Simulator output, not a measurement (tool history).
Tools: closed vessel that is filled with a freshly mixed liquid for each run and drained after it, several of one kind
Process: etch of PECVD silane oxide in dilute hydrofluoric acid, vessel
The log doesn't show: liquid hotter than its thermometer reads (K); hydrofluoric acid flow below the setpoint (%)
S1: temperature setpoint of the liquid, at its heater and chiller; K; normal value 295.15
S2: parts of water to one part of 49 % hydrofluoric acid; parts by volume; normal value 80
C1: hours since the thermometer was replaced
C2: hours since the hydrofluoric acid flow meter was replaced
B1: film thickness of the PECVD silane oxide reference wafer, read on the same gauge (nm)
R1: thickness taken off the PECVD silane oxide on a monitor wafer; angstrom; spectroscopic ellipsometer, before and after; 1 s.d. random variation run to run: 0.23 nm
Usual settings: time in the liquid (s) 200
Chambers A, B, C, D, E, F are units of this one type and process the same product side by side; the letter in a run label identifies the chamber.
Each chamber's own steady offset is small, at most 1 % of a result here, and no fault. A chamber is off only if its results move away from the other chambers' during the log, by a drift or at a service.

Run 1A, day 0.104: usual settings; C1 1651.5; C2 517.6; B1 60.004. Result: R1 383.50 angstrom.
Run 2E, day 0.217: usual settings; C1 2280.2; C2 670.7; B1 60.014. Result: R1 396.50 angstrom.
Run 3F, day 0.300: usual settings; C1 1254.6; C2 1786.8; B1 59.992. Result: R1 391.00 angstrom.
Run 4C, day 0.425: usual settings; C1 966.8; C2 364.0; B1 59.992. Result: R1 399.38 angstrom.
Run 5D, day 0.612: usual settings; C1 1251.7; C2 267.1; B1 60.007. Result: R1 392.58 angstrom.
Run 6B, day 0.783: usual settings; C1 1989.9; C2 1318.6; B1 59.997. Result: R1 390.19 angstrom.
Run 7A, day 0.971: usual settings but time in the liquid (s) 135; C1 1672.3; C2 538.4; B1 60.003. Result: R1 266.01 angstrom.
Run 8E, day 1.117: usual settings but time in the liquid (s) 135; C1 2301.8; C2 692.3; B1 59.998. Result: R1 269.03 angstrom.
Run 9F, day 1.242: usual settings but time in the liquid (s) 135; C1 1277.2; C2 1809.4; B1 59.979. Result: R1 266.31 angstrom.
Run 10D, day 1.346: usual settings but time in the liquid (s) 135; C1 1269.3; C2 284.7; B1 59.978. Result: R1 265.21 angstrom.
Run 11C, day 1.533: usual settings but time in the liquid (s) 135; C1 993.4; C2 390.6; B1 59.991. Result: R1 271.93 angstrom.
Run 12B, day 1.729: usual settings but time in the liquid (s) 135; C1 2012.6; C2 1341.3; B1 59.997. Result: R1 263.36 angstrom.
Run 13F, day 1.812: usual settings; C1 1290.9; C2 1823.1; B1 59.996. Result: R1 394.34 angstrom.
Run 14E, day 1.921: usual settings; C1 2321.1; C2 711.6; B1 60.004. Result: R1 398.22 angstrom.
Run 15A, day 2.071: usual settings; C1 1698.7; C2 564.8; B1 60.031. Result: R1 390.03 angstrom.
Run 16C, day 2.217: usual settings but S1 290.65 K; C1 1009.8; C2 407.0; B1 60.009. Result: R1 327.46 angstrom.
Run 17B, day 2.321: usual settings but S1 290.65 K; C1 2026.8; C2 1355.5; B1 60.005. Result: R1 319.34 angstrom.
Run 18D, day 2.433: usual settings but S1 290.65 K; C1 1295.4; C2 310.8; B1 59.995. Result: R1 328.51 angstrom.
Run 19A, day 2.554: usual settings but S1 290.65 K; C1 1710.3; C2 576.4; B1 60.007. Result: R1 322.85 angstrom.
Run 20D, day 2.700: usual settings but S1 290.65 K; C1 1301.8; C2 317.2; B1 59.994. Result: R1 328.95 angstrom.
Run 21B, day 2.800: usual settings but S1 290.65 K; C1 2038.3; C2 1367.0; B1 60.007. Result: R1 321.32 angstrom.
Run 22F, day 2.971: usual settings but S2 115 parts by volume, time in the liquid (s) 135; C1 1318.7; C2 1850.9; B1 60.004. Result: R1 177.20 angstrom.
Run 23C, day 3.167: usual settings but S2 115 parts by volume, time in the liquid (s) 135; C1 1032.6; C2 429.8; B1 60.008. Result: R1 180.60 angstrom.
Run 24E, day 3.333: usual settings but S2 115 parts by volume, time in the liquid (s) 135; C1 2355.0; C2 745.5; B1 59.980. Result: R1 179.27 angstrom.
Run 25E, day 3.525: usual settings but S2 115 parts by volume, time in the liquid (s) 135; C1 2359.6; C2 750.1; B1 60.012. Result: R1 177.76 angstrom.
Run 26B, day 3.612: usual settings but S2 115 parts by volume, time in the liquid (s) 135; C1 2057.8; C2 1386.5; B1 59.978. Result: R1 175.12 angstrom.
Run 27D, day 3.783: usual settings but S2 115 parts by volume, time in the liquid (s) 135; C1 1327.8; C2 343.2; B1 60.037. Result: R1 182.68 angstrom.
Run 28A, day 3.971: usual settings; C1 1744.3; C2 610.4; B1 59.985. Result: R1 388.80 angstrom.
Run 29C, day 4.129: usual settings but time in the liquid (s) 100; C1 1055.7; C2 452.9; B1 59.983. Result: R1 198.09 angstrom.
Run 30F, day 4.308: usual settings but time in the liquid (s) 100; C1 1350.8; C2 1883.0; B1 59.988. Result: R1 195.21 angstrom.
Run 31A, day 4.417: usual settings but time in the liquid (s) 100; C1 1755.0; C2 621.1; B1 60.009. Result: R1 193.25 angstrom.
At day 4.467: chamber B: hydrofluoric acid flow meter replaced.
Run 32B, day 4.504: usual settings but time in the liquid (s) 100; C1 2079.2; C2 0.9; B1 60.005. Result: R1 195.11 angstrom.
Run 33F, day 4.617: usual settings but time in the liquid (s) 100; C1 1358.2; C2 1890.4; B1 60.001. Result: R1 197.10 angstrom.
Run 34D, day 4.788: usual settings but time in the liquid (s) 100; C1 1351.9; C2 367.3; B1 59.994. Result: R1 207.61 angstrom.
Run 35C, day 4.962: usual settings; C1 1075.7; C2 472.9; B1 60.012. Result: R1 392.97 angstrom.
Run 36E, day 5.150: usual settings; C1 2398.6; C2 789.1; B1 60.011. Result: R1 396.30 angstrom.
Run 37C, day 5.250: usual settings; C1 1082.6; C2 479.8; B1 60.021. Result: R1 398.49 angstrom.
Run 38E, day 5.438: usual settings; C1 2405.5; C2 796.0; B1 59.998. Result: R1 395.61 angstrom.
Run 39F, day 5.525: usual settings; C1 1380.0; C2 1912.2; B1 59.987. Result: R1 392.56 angstrom.
Run 40B, day 5.712: usual settings; C1 2108.2; C2 29.9; B1 60.006. Result: R1 390.40 angstrom.
Run 41D, day 5.888: usual settings; C1 1378.3; C2 393.7; B1 60.005. Result: R1 415.27 angstrom.

All chambers now run identical settings, listed one chamber a line with results as question marks. What results will each chamber show?
Run 42A, day 6.025: usual settings but S2 100 parts by volume. Result: R1 ?.
Run 42B, day 6.025: usual settings but S2 100 parts by volume. Result: R1 ?.
Run 42C, day 6.025: usual settings but S2 100 parts by volume. Result: R1 ?.
Run 42D, day 6.025: usual settings but S2 100 parts by volume. Result: R1 ?.
Run 42E, day 6.025: usual settings but S2 100 parts by volume. Result: R1 ?.
Run 42F, day 6.025: usual settings but S2 100 parts by volume. Result: R1 ?.

run      R1
42A  304.71
42B  305.73
42C  308.16
42D  332.42
42E  307.56
42F  306.17

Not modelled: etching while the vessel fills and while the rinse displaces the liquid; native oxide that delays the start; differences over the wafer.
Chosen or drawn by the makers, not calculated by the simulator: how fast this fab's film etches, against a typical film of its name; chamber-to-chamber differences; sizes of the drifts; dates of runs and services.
